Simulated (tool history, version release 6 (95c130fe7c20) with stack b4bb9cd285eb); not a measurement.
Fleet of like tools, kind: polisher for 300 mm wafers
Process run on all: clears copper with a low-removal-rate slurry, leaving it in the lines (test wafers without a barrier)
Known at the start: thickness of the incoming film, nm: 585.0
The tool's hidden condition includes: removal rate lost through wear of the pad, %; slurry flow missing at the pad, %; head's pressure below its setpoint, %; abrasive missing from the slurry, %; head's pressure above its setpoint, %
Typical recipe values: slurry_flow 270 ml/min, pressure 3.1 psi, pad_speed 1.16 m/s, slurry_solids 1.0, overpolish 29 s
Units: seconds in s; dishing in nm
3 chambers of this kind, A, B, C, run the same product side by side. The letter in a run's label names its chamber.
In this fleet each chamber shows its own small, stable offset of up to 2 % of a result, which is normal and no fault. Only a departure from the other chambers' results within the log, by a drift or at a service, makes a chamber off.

run   hour  slurry_flow  pressure  pad_speed  slurry_solids  overpolish  wafers polished on this pad  hours since the slurry nozzle was cleaned  hours since the head pressure was calibrated  hours since the slurry blender was calibrated  seconds  dishing
 1A    5.7          270       3.1       1.16            1.0          29                          641                                      252.5                                         279.8                                           23.2   161.01   60.698
 2B    9.6          270       3.1       1.16            1.0          29                          107                                      142.1                                          13.9                                          181.1   159.41   59.161
 3C   13.8          270       3.1       1.16            1.0          29                          948                                      421.9                                         172.7                                          237.1   167.36   63.532
      14.9  -- chamber A: slurry nozzle cleaned
 4C   20.6          270       3.1       1.16            1.0          29                          996                                      428.7                                         179.5                                          243.9   164.79   62.436
 5B   25.1          270       3.1       1.16            1.0          29                          216                                      157.6                                          29.4                                          196.6   155.58   60.677
 6A   30.7          270       3.1       1.16            1.0          29                          817                                       15.8                                         304.8                                           48.2   157.11   62.006
      31.0  -- chamber C: worn pad replaced by a new one
 7B   36.2          270       3.1       1.16            1.0          29                          294                                      168.7                                          40.5                                          207.7   157.39   58.844
 8C   42.9          270       3.1       1.16            1.0          29                           84                                      451.0                                         201.8                                          266.2   163.39   58.728
 9A   46.9          270       3.1       1.42            1.2          29                          931                                       32.0                                         321.0                                           64.4   124.46   73.430
10B   53.9          270       3.1       1.42            1.2          29                          418                                      186.4                                          58.2                                          225.4   123.39   69.820
      57.5  -- chamber A: worn pad replaced by a new one
11C   58.4          270       3.1       1.42            1.2          29                          192                                      466.5                                         217.3                                          281.7   127.17   73.064
12A   62.6          270       3.1       1.16            1.0          29                           35                                       47.7                                         336.7                                           80.1   160.78   62.259
13C   67.6          270       3.1       1.16            1.0          29                          257                                      475.7                                         226.5                                          290.9   161.37   62.210
14A   74.6          270       3.1       1.16            1.0          29                          120                                       59.7                                         348.7                                           92.1   162.51   61.502
15B   78.3          270       3.1       1.16            1.0          29                          590                                      210.8                                          82.6                                          249.8   160.02   62.109
16B   85.5          270       3.1       1.16            1.0          29                          640                                      218.0                                          89.8                                          257.0   159.96   60.990
17C   91.5          270       3.1       1.16            1.0          29                          425                                      499.6                                         250.4                                          314.8   160.23   60.701
18A   95.5          270       3.1       1.16            1.0          29                          266                                       80.6                                         369.6                                          113.0   162.28   60.435
19C  100.2          270       3.1       1.16            1.0          29                          486                                      508.3                                         259.1                                          323.5   157.14   62.513
20A  103.7          270       3.1       1.16            1.0          29                          324                                       88.8                                         377.8                                          121.2   160.91   60.109
21B  108.6          270       3.1       1.16            1.0          29                          802                                      241.1                                         112.9                                          280.1   159.55   60.494
22C  113.4          270       3.1       1.16            1.0          29                          579                                      521.5                                         272.3                                          336.7   155.64   62.531
23A  119.7          270       3.1       1.16            1.0          29                          436                                      104.8                                         393.8                                          137.2   157.93   60.378
24B  125.0          270       3.1       1.16            1.0          29                          917                                      257.5                                         129.3                                          296.5   156.36   62.011
25A  132.3          270       3.1       1.16            1.0          29                          525                                      117.4                                         406.4                                          149.8   159.22   60.992
26B  137.8          270       3.1       1.16            1.0          29                         1007                                      270.3                                         142.1                                          309.3   159.32   58.094
27C  142.3          270       3.1       1.16            1.0          29                          781                                      550.4                                         301.2                                          365.6   152.90   62.763
     144.1  -- chamber B: worn pad replaced by a new one
28C  148.4          270       3.1       1.16            1.0          29                          824                                      556.5                                         307.3                                          371.7   158.01   64.949
29A  151.9          270       3.1       1.16            1.0          29                          662                                      137.0                                         426.0                                          169.4   164.30   64.468
30B  157.7          270       3.1       1.16            1.0          29                           95                                      290.2                                         162.0                                          329.2   159.42   60.463
31B  161.6          270       3.1       1.16            1.0          29                          122                                      294.1                                         165.9                                          333.1   160.39   59.440
32C  168.0          270       3.1       1.16            1.0          29                          962                                      576.1                                         326.9                                          391.3   153.37   64.049
33A  171.9          270       3.1       1.16            1.0          29                          803                                      157.0                                         446.0                                          189.4   162.87   59.875
34B  177.0          270       3.1       1.16            1.0          29                          231                                      309.5                                         181.3                                          348.5   156.18   61.291
     177.9  -- chamber C: slurry blender recalibrated
35A  181.2          270       3.1       1.16            1.0          29                          868                                      166.3                                         455.3                                          198.7   159.52   60.950
36C  186.4          270       3.1       1.16            1.0          29                         1091                                      594.5                                         345.3                                            8.5   155.29   64.101
     188.4  -- chamber A: worn pad replaced by a new one
37B  192.4          270       3.1       1.16            1.0          29                          339                                      324.9                                         196.7                                          363.9   157.10   60.596
38A  197.6          270       3.1       1.16            1.0          29                           65                                      182.7                                         471.7                                          215.1   162.31   61.637
     200.0  -- chamber C: worn pad replaced by a new one
39C  201.6          270       3.1       1.16            1.0          29                           11                                      609.7                                         360.5                                           23.7   149.67   67.440
40A  208.2          270       3.1       1.16            1.0          29                          139                                      193.3                                         482.3                                          225.7   160.63   61.211
41C  214.3          270       3.1       1.16            1.0          29                          101                                      622.4                                         373.2                                           36.4   153.14   68.264
42B  220.4          270       3.1       1.16            1.0          29                          535                                      352.9                                         224.7                                          391.9   161.42   61.310
43B  228.0          270       3.1       1.16            1.0          29                          589                                      360.5                                         232.3                                          399.5   160.94   60.535

Is one chamber out of step, is the gauge drifting, or do the chambers differ by no more than their own small offsets? For an off chamber, give its letter and the likeliest cause.

It is chamber C that slowly wanders off from its peers.
Likeliest cause: head's pressure above its setpoint, % = 10.

Below are 4 candidate recipes for chamber C's next run, each the usual settings with a change, their results shown as question marks. Which of them brings C's results back in line with what the other chambers give on the usual settings?
Maximum distance from the other chambers' mean on the usual settings for a result to count as in line: seconds 6.90 s; dishing 4.500 nm
44C-1  233.5          270       3.4       1.24            1.0          31                                                                                                                                                                             ?        ?
44C-2  233.5          270       3.0       1.12            1.0          28                                                                                                                                                                             ?        ?
44C-3  233.5          270       3.2       1.20            1.0          30                                                                                                                                                                             ?        ?
44C-4  233.5          270       2.8       1.08            1.0          27                                                                                                                                                                             ?        ?

The mean the other chambers reach with the usual settings: seconds 159.88 s; dishing 61.101 nm
  run  seconds  dishing
44C-1   126.08   78.300
44C-2   158.25   61.778
44C-3   138.45   71.558
44C-4   175.88   55.311
It is 44C-2 that realigns the chamber with its peers.
